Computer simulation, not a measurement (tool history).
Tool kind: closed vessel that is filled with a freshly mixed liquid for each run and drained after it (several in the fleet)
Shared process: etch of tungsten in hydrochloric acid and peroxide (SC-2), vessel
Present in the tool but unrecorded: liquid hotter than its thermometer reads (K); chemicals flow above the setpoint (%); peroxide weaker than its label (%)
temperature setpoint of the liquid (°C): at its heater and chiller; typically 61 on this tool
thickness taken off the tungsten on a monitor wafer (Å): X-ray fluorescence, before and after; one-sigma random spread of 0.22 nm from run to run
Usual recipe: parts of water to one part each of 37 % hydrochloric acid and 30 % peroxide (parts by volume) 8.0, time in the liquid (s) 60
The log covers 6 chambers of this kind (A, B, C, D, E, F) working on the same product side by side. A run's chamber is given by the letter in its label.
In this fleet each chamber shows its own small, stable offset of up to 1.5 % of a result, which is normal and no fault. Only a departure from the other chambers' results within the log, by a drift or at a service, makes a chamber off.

run,hour,temperature setpoint of the liquid (°C),parts of water to one part each of 37 % hydrochloric acid and 30 % peroxide (parts by volume),time in the liquid (s),hours since the thermometer was replaced,hours since the chemicals flow meter was replaced,hours since the drum of peroxide was connected,"read-back film thickness of the tungsten reference wafer, read on the same gauge (nm)",thickness taken off the tungsten on a monitor wafer (Å)
1A,9.2,61,8.0,60,2295.6,1220.9,447.1,29.987,230.07
2C,18.6,61,8.0,60,1424.7,780.1,446.7,29.994,234.05
3B,28.0,61,8.0,60,556.6,1027.8,267.2,29.945,232.44
4E,38.9,61,8.0,60,327.3,1479.7,343.8,30.020,237.66
5F,49.7,61,8.0,60,412.1,804.2,1067.7,30.010,230.94
6D,58.7,61,8.0,60,457.4,576.0,274.7,29.983,231.30
# hour 65.7: chamber A: new drum of peroxide connected
7A,67.1,61,8.0,60,2353.5,1278.8,1.4,29.967,240.60
8B,76.3,61,8.0,60,604.9,1076.1,315.5,30.003,233.62
# hour 81.5: chamber C: new drum of peroxide connected
9D,85.8,61,8.0,60,484.5,603.1,301.8,29.991,234.53
10F,94.8,61,4.5,35,457.2,849.3,1112.8,30.049,211.96
11E,102.0,61,4.5,35,390.4,1542.8,406.9,29.993,210.49
12C,112.8,61,4.5,35,1518.9,874.3,31.4,30.009,216.14
13C,119.7,61,4.5,35,1525.8,881.2,38.3,30.047,210.64
14B,130.8,61,4.5,35,659.4,1130.6,370.0,30.011,208.93
15F,137.1,61,4.5,35,499.5,891.6,1155.1,30.002,215.81
16E,147.7,61,8.0,60,436.1,1588.5,452.6,30.040,234.85
17D,158.1,61,8.0,60,556.8,675.4,374.1,29.982,231.29
18A,167.7,61,8.0,60,2454.1,1379.4,102.0,30.014,237.19
19B,174.4,61,8.0,60,703.0,1174.2,413.6,30.036,232.80
20A,183.8,61,8.0,60,2470.2,1395.5,118.1,30.007,232.08
21E,191.1,61,8.0,60,479.5,1631.9,496.0,29.985,234.11
22C,196.3,61,8.0,60,1602.4,957.8,114.9,30.015,231.22
23D,206.2,61,8.0,60,604.9,723.5,422.2,29.994,236.60
24F,214.5,61,8.0,60,576.9,969.0,1232.5,29.996,248.98
# hour 215.7: chamber E: new drum of peroxide connected
25A,221.7,61,8.0,60,2508.1,1433.4,156.0,30.015,235.41
26D,230.9,61,8.0,60,629.6,748.2,446.9,29.988,234.29
# hour 235.1: chamber A: thermometer replaced
27C,237.7,61,8.0,60,1643.8,999.2,156.3,29.992,236.47
28E,247.3,61,8.0,60,535.7,1688.1,31.7,30.008,237.26
29F,255.6,61,8.0,60,618.0,1010.1,1273.6,29.995,255.66
30B,260.9,61,8.0,60,789.5,1260.7,500.1,30.039,235.83
31A,271.7,61,8.0,60,36.7,1483.4,206.0,29.995,234.38
32C,280.5,61,8.0,60,1686.6,1042.0,199.1,30.011,235.75
33D,288.6,61,8.0,60,687.3,805.9,504.6,30.004,236.66
# hour 293.1: chamber F: chemicals flow meter replaced
34B,297.7,61,8.0,60,826.3,1297.5,536.9,30.011,232.74
35E,304.8,61,8.0,60,593.2,1745.6,89.2,30.002,235.64
36F,315.7,61,8.0,60,678.1,22.6,1333.7,29.986,259.09
37E,322.5,61,6.0,60,610.9,1763.3,106.9,29.987,295.09

Each of the 6 chambers runs these same settings next. Fill in every chamber's results:
38A,330.5,57,8.0,60,,,,,?
38B,330.5,57,8.0,60,,,,,?
38C,330.5,57,8.0,60,,,,,?
38D,330.5,57,8.0,60,,,,,?
38E,330.5,57,8.0,60,,,,,?
38F,330.5,57,8.0,60,,,,,?

run,thickness taken off the tungsten on a monitor wafer (Å)
38A,180.97
38B,183.62
38C,180.69
38D,183.52
38E,182.16
38F,206.29
